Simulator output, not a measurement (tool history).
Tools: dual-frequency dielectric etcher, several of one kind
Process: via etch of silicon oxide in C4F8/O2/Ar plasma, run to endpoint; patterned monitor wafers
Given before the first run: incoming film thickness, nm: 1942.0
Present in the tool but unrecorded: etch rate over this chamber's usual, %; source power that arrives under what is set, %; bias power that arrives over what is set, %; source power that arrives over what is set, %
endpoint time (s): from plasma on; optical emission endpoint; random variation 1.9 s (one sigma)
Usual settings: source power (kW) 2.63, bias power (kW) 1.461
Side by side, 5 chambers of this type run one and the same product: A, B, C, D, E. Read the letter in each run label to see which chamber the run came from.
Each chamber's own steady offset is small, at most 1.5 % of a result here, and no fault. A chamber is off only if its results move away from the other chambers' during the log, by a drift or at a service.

run	hour	source power (kW)	bias power (kW)	hours since the last wet clean	hours since the last source power generator calibration	hours since the last bias power generator calibration	endpoint time (s)
1B	11.6	2.63	1.461	659.6	2038.4	1139.2	379.66
2C	25.4	2.63	1.461	204.3	1036.1	1758	371.46
# hour 29.7: chamber B: wet clean of the chamber
3A	32.1	2.63	1.461	391.3	1407.5	3473.4	371.74
# hour 42.8: chamber A: wet clean of the chamber
4E	46.5	2.63	1.461	389.4	659.2	291.2	373.98
5D	53.2	2.63	1.461	431.8	480.4	2839.1	376.32
6B	62.3	2.63	1.461	32.7	2089.1	1189.9	373.82
7E	76.1	2.63	1.461	419	688.8	320.8	372.96
8C	84.4	2.63	1.461	263.3	1095.1	1817	369.26
9D	93	2.63	1.461	471.6	520.2	2878.9	374.83
10A	102	2.63	1.461	59.3	1477.4	3543.3	371.07
11B	108.9	2.63	1.461	79.3	2135.7	1236.5	378.9
12D	119.4	2.63	1.461	498	546.6	2905.3	370.97
13E	132.7	2.63	1.461	475.6	745.4	377.4	371.11
# hour 139.4: chamber E: wet clean of the chamber
14A	139.6	2.01	1.461	96.9	1515	3580.9	416.21
15C	153.6	2.01	1.461	332.5	1164.3	1886.2	412.12
16D	164.1	2.01	1.461	542.7	591.3	2950	412.32
17C	174.1	2.01	1.461	353	1184.8	1906.7	414.6
18E	186.4	2.01	1.461	47.1	799.1	431.1	416.54
19A	195.7	2.63	1.461	153	1571.1	3637	371.12
20B	205.9	2.63	1.461	176.3	2232.7	1333.5	372.67
# hour 214: chamber C: wet clean of the chamber
21C	215.5	2.63	1.461	1.6	1226.2	1948.1	369.92
22D	229.4	2.63	1.461	608	656.6	3015.3	365.94
23E	242.2	2.63	1.461	102.9	854.9	486.9	371.87
24B	256.3	2.63	1.461	226.7	2283.1	1383.9	376.38
25A	264.5	2.63	1.461	221.8	1639.9	3705.8	372.62
26B	271.4	2.63	1.461	241.8	2298.2	1399	376.39
27C	284.4	2.19	1.334	70.5	1295.1	2017	406.85
28E	294.8	2.19	1.334	155.5	907.5	539.5	410.27
29A	307.9	2.19	1.334	265.2	1683.3	3749.2	412.95
30D	318.8	2.19	1.334	697.4	746	3104.7	395.9
31E	326.4	2.19	1.334	187.1	939.1	571.1	409.95
32D	333.9	2.63	1.461	712.5	761.1	3119.8	358.64
33B	344.3	2.63	1.461	314.7	2371.1	1471.9	377.54

Which is it: a chamber that has drifted or been left off by a service, a gauge drift common to all chambers, or only each chamber's usual small offset? If a chamber is off, name it and its likeliest cause.

It is chamber D that slowly wanders off from its peers.
Cause: etch rate over this chamber's usual, % = 4.73.

Which of the 4 candidates below, each the usual settings with something changed and its results left as question marks, puts chamber D back in line with what the other chambers give on the usual settings?
In-line tolerance around the mean of the other chambers on the usual settings: endpoint time (s) 6.6
34D-1	354.8	2.45	1.398				?
34D-2	354.8	2.59	1.449				?
34D-3	354.8	2.88	1.461				?
34D-4	354.8	2.68	1.461				?

On the usual settings, the other chambers give on average: endpoint time (s) 372.79
run	endpoint time (s)
34D-1	372.83
34D-2	361.14
34D-3	345.07
34D-4	355.38
With 34D-1, the chamber falls back in line with the rest.

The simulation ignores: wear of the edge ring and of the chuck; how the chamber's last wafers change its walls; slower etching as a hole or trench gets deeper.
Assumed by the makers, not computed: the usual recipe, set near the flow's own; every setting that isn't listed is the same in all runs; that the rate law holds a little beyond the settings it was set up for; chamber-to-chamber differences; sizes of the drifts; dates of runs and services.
